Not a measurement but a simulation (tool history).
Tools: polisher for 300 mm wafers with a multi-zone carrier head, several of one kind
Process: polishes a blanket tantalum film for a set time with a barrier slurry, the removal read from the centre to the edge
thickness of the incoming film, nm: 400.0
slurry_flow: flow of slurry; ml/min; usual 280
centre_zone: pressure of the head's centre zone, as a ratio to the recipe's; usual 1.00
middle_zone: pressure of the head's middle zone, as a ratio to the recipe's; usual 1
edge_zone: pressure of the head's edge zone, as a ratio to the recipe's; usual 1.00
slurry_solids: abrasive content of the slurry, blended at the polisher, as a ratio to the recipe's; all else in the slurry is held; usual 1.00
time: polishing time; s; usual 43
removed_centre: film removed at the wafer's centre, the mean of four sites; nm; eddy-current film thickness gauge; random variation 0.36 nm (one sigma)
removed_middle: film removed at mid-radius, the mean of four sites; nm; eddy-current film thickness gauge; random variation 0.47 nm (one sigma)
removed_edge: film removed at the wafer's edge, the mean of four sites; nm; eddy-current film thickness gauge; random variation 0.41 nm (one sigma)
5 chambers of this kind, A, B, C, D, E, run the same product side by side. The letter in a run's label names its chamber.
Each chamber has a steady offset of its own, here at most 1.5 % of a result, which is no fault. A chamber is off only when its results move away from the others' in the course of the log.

run,hour,slurry_flow,centre_zone,middle_zone,edge_zone,slurry_solids,time,removed_centre,removed_middle,removed_edge
# hour 4.5: chamber A: worn pad replaced by a new one
1D,13.1,280,1.00,1,1.00,1.00,43,33.272,32.885,33.500
# hour 20.6: chamber D: worn pad replaced by a new one
# hour 25.1: chamber E: centre zone pressure recalibrated
2C,28.4,280,1.00,1,1.00,1.00,43,33.681,33.240,33.171
3A,37.8,280,1.00,1,1.00,1.00,43,33.873,33.635,33.052
4E,52.5,280,1.00,1,1.00,1.00,43,33.068,33.144,33.354
5B,63.4,280,1.00,1,1.00,1.00,43,34.380,33.356,33.242
# hour 63.8: chamber E: worn pad replaced by a new one
# hour 68.6: chamber C: worn pad replaced by a new one
# hour 73.4: chamber B: worn pad replaced by a new one
6D,77.8,280,1.00,1,1.00,1.00,43,33.502,33.761,32.755
# hour 84.7: chamber A: worn pad replaced by a new one
7B,92.4,280,1.00,1,1.00,1.00,43,33.731,33.017,32.948
8A,104.0,280,0.90,1,1.00,0.75,43,27.508,29.592,30.444
9E,116.2,280,0.90,1,1.00,0.75,43,26.469,30.885,30.419
10C,124.2,280,0.90,1,1.00,0.75,43,27.094,30.431,30.335
11A,132.8,280,0.90,1,1.00,0.75,43,26.744,30.880,30.232
12E,144.3,280,0.90,1,1.00,0.75,43,27.026,31.078,30.388
# hour 156.8: chamber E: worn pad replaced by a new one
13D,157.5,280,1.00,1,1.00,1.00,43,33.458,33.059,32.352
# hour 164.5: chamber D: worn pad replaced by a new one
14B,165.5,280,1.00,1,1.00,1.00,43,33.857,33.803,33.010
# hour 166.1: chamber B: slurry nozzle cleaned
# hour 172.7: chamber B: worn pad replaced by a new one
# hour 177.6: chamber A: worn pad replaced by a new one
15C,179.5,280,1.00,1,1.00,1.00,43,33.957,33.465,33.548
16D,187.4,280,1.00,1,1.00,1.00,43,33.506,32.888,32.900
# hour 188.2: chamber C: worn pad replaced by a new one
17B,198.8,280,1.00,1,1.00,1.00,43,32.994,34.256,33.418
18A,210.6,280,1.00,1,1.00,1.00,43,32.680,33.838,32.911
19E,221.2,280,1.00,1,1.00,1.00,43,32.940,33.622,34.120
# hour 223.9: chamber A: slurry nozzle cleaned
20C,230.2,280,1.00,1,1.00,1.00,43,32.886,33.221,33.209
# hour 233.8: chamber E: slurry nozzle cleaned
# hour 233.9: chamber D: centre zone pressure recalibrated
21D,237.2,280,1.00,1,1.00,1.00,43,32.957,33.339,33.482
# hour 241.5: chamber E: worn pad replaced by a new one
22C,245.3,280,1.00,1,1.00,1.00,43,33.452,34.000,33.930
# hour 256.7: chamber B: worn pad replaced by a new one
23B,260.8,280,1.00,1,1.08,1.00,43,33.962,33.364,34.523
24A,274.9,280,1.00,1,1.08,1.00,43,32.315,33.734,34.658
# hour 282.6: chamber D: worn pad replaced by a new one
# hour 282.8: chamber A: worn pad replaced by a new one
25E,287.4,280,1.00,1,1.08,1.00,43,32.970,33.303,35.317
# hour 293.6: chamber C: edge zone pressure recalibrated
26D,298.5,280,1.00,1,1.08,1.00,43,32.739,32.730,33.266
27C,312.1,280,1.00,1,1.08,1.00,43,33.182,34.266,34.705
# hour 320.0: chamber C: worn pad replaced by a new one
28A,324.7,350,0.89,1,1.00,1.00,43,28.364,34.697,34.268
29E,337.1,350,0.89,1,1.00,1.00,43,29.688,34.144,33.935
# hour 338.7: chamber B: worn pad replaced by a new one
# hour 342.8: chamber B: centre zone pressure recalibrated
# hour 345.8: chamber E: worn pad replaced by a new one
30B,349.1,350,0.89,1,1.00,1.00,43,30.553,33.923,34.400
31D,363.1,350,0.89,1,1.00,1.00,43,29.105,33.864,33.066
32E,373.6,350,0.89,1,1.00,1.00,43,29.714,34.432,33.565
# hour 382.7: chamber A: worn pad replaced by a new one
33A,387.6,280,1.00,1,1.00,1.00,43,32.021,33.407,32.795
# hour 397.5: chamber B: slurry nozzle cleaned
34C,400.9,280,1.00,1,1.00,1.00,43,33.049,33.905,33.830
35B,411.5,280,1.00,1,1.00,1.00,43,34.006,33.208,34.160
36B,423.9,280,1.00,1,1.00,1.00,43,33.526,33.205,33.336
# hour 424.7: chamber D: worn pad replaced by a new one
# hour 429.0: chamber C: worn pad replaced by a new one
# hour 429.3: chamber C: slurry nozzle cleaned
37C,439.0,280,1.00,1,1.00,1.00,43,34.406,33.818,33.547
# hour 444.0: chamber E: worn pad replaced by a new one
38D,447.1,280,1.00,1,1.00,1.00,43,32.829,33.111,32.470
# hour 457.9: chamber E: slurry nozzle cleaned
39A,459.9,280,1.00,1,1.00,1.00,43,31.755,32.878,32.727
# hour 466.5: chamber E: edge zone pressure recalibrated
40E,470.3,280,1.00,1,1.00,1.00,43,32.476,34.021,33.574

Next, every chamber runs the same settings. What will each give?
41A,481.5,280,1.00,1,1.00,0.85,43,?,?,?
41B,481.5,280,1.00,1,1.00,0.85,43,?,?,?
41C,481.5,280,1.00,1,1.00,0.85,43,?,?,?
41D,481.5,280,1.00,1,1.00,0.85,43,?,?,?
41E,481.5,280,1.00,1,1.00,0.85,43,?,?,?

run,removed_centre,removed_middle,removed_edge
41A,29.511,31.457,31.798
41B,31.396,32.731,31.051
41C,32.176,32.407,31.578
41D,31.732,31.225,31.332
41E,30.999,32.732,31.553

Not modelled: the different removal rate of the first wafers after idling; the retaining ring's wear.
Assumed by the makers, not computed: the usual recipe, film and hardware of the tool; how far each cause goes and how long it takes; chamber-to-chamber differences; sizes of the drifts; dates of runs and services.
